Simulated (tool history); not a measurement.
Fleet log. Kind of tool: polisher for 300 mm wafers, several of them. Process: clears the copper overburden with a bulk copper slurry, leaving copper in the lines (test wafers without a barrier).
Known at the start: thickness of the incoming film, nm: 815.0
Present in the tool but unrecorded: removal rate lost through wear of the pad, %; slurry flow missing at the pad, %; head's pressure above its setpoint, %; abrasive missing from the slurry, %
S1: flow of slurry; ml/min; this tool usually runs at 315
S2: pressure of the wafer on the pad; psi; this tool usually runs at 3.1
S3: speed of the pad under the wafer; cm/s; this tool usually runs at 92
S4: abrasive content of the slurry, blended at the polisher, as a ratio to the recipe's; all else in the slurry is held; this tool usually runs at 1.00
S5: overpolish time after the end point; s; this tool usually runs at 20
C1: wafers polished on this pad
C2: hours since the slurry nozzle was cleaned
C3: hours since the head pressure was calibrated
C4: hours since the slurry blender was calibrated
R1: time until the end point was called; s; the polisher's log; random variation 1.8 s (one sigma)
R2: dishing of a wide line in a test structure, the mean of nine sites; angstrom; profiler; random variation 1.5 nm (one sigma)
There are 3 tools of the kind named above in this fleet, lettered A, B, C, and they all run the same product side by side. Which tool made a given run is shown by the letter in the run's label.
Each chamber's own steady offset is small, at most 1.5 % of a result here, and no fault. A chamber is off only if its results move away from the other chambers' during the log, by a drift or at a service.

run,day,S1,S2,S3,S4,S5,C1,C2,C3,C4,R1,R2
1B,0.262,315,3.1,92,1.00,20,45,341.1,502.8,75.1,93.699,661.56
2C,0.688,315,3.1,92,1.00,20,255,632.1,603.2,228.5,91.880,671.69
# day 0.912: chamber C: slurry nozzle cleaned
3A,1.138,315,3.1,92,1.00,20,939,625.6,98.8,123.9,98.603,669.17
# day 1.250: chamber C: slurry blender recalibrated
4C,1.408,315,3.1,92,1.00,20,352,12.0,620.5,3.9,95.904,692.02
# day 1.700: chamber A: slurry blender recalibrated
5B,1.846,315,3.1,92,1.00,20,259,379.1,540.8,113.1,93.978,654.43
6A,2.200,315,3.1,92,1.00,20,1083,651.1,124.3,12.1,97.118,656.10
7A,2.679,315,3.1,92,1.00,20,1147,662.6,135.8,23.6,97.249,662.43
8B,2.988,315,3.1,92,1.00,20,413,406.5,568.2,140.5,94.560,654.85
9C,3.396,315,3.1,92,1.00,20,621,59.7,668.2,51.6,98.002,675.92
10C,3.879,315,3.1,92,1.00,20,686,71.3,679.8,63.2,97.042,677.69
# day 4.296: chamber A: slurry nozzle cleaned
# day 4.312: chamber B: slurry blender recalibrated
11A,4.454,315,3.1,92,1.00,20,1387,3.8,178.4,66.2,95.529,679.55
12B,4.712,315,3.1,92,1.00,20,646,447.9,609.6,9.6,95.293,659.28
13B,5.142,315,3.1,118,1.00,20,704,458.2,619.9,19.9,75.673,727.09
# day 5.383: chamber C: worn pad replaced by a new one
14A,5.425,315,3.1,118,1.00,20,1518,27.1,201.7,89.5,73.264,706.93
# day 5.612: chamber B: slurry nozzle cleaned
15C,5.683,315,3.1,118,1.00,20,40,114.6,723.1,106.5,73.377,731.23
# day 5.725: chamber A: worn pad replaced by a new one
16A,6.171,315,3.1,92,1.00,20,60,45.0,219.6,107.4,93.842,660.27
17B,6.442,315,3.1,92,1.00,20,880,20.0,651.1,51.1,94.466,663.62
# day 6.738: chamber B: worn pad replaced by a new one
18C,6.771,315,3.1,92,1.00,29,187,140.7,749.2,132.6,95.882,769.17
# day 7.154: chamber A: slurry blender recalibrated
19C,7.317,315,3.1,92,1.00,29,261,153.8,762.3,145.7,94.811,732.01
20B,7.579,315,3.1,92,1.00,29,113,47.3,678.4,78.4,94.183,765.32
21A,8.004,315,3.1,92,1.00,20,307,89.0,263.6,20.5,94.163,677.83
22C,8.504,315,3.1,92,1.00,20,422,182.3,790.8,174.2,94.336,660.23
23A,8.938,315,3.1,92,1.00,20,434,111.4,286.0,42.9,94.899,637.11
24B,9.442,315,3.1,92,1.00,20,365,92.0,723.1,123.1,92.586,679.07
25B,9.904,315,3.1,92,0.75,20,427,103.1,734.2,134.2,100.610,639.13
26A,10.333,315,3.1,92,0.75,20,622,144.9,319.5,76.4,100.300,635.93
27C,10.608,315,3.1,92,0.75,20,706,232.8,841.3,224.7,102.980,646.67
28B,11.104,315,3.1,92,1.00,20,590,131.9,763.0,163.0,93.701,646.10
29C,11.625,315,3.1,92,1.00,20,843,257.2,865.7,249.1,98.148,670.03
# day 11.812: chamber B: slurry blender recalibrated
# day 12.000: chamber B: worn pad replaced by a new one
30A,12.158,315,3.1,92,1.00,20,869,188.7,363.3,120.2,95.929,676.36
# day 12.379: chamber C: worn pad replaced by a new one
31A,12.492,315,3.1,92,1.00,20,914,196.7,371.3,128.2,94.194,642.20
# day 12.629: chamber C: slurry blender recalibrated
# day 12.758: chamber A: slurry blender recalibrated
32B,13.025,315,3.1,92,1.00,20,139,178.0,809.1,29.2,93.309,669.41
33C,13.350,315,3.1,92,1.00,20,131,298.6,907.1,17.3,94.034,664.62
34C,13.675,315,3.1,92,1.00,20,175,306.4,914.9,25.1,98.558,633.55
35A,14.075,315,3.1,92,1.00,20,1128,234.7,409.3,31.6,95.144,657.36
36B,14.550,315,3.1,80,1.00,9,345,214.6,845.7,65.8,106.210,394.31
37C,14.888,315,3.1,80,1.00,9,338,335.5,944.0,54.2,109.330,385.68
# day 15.150: chamber A: worn pad replaced by a new one
38B,15.283,315,3.1,80,1.00,9,444,232.2,863.3,83.4,111.250,395.82
39A,15.767,315,3.1,92,1.00,20,83,275.3,449.9,72.2,93.900,648.44
40A,16.108,315,3.1,92,0.80,20,129,283.5,458.1,80.4,99.742,644.92
41C,16.425,315,3.1,92,0.80,20,546,372.4,980.9,91.1,100.020,648.47
42B,16.933,315,3.1,92,0.80,20,667,271.8,902.9,123.0,102.550,656.49

For the next run the whole fleet of 3 chambers uses the same settings. Give each chamber's results:
43A,17.362,315,3.1,92,1.00,20,,,,,?,?
43B,17.362,315,3.1,92,1.00,20,,,,,?,?
43C,17.362,315,3.1,92,1.00,20,,,,,?,?

run,R1,R2
43A,95.420,675.69
43B,93.536,630.38
43C,97.436,667.13
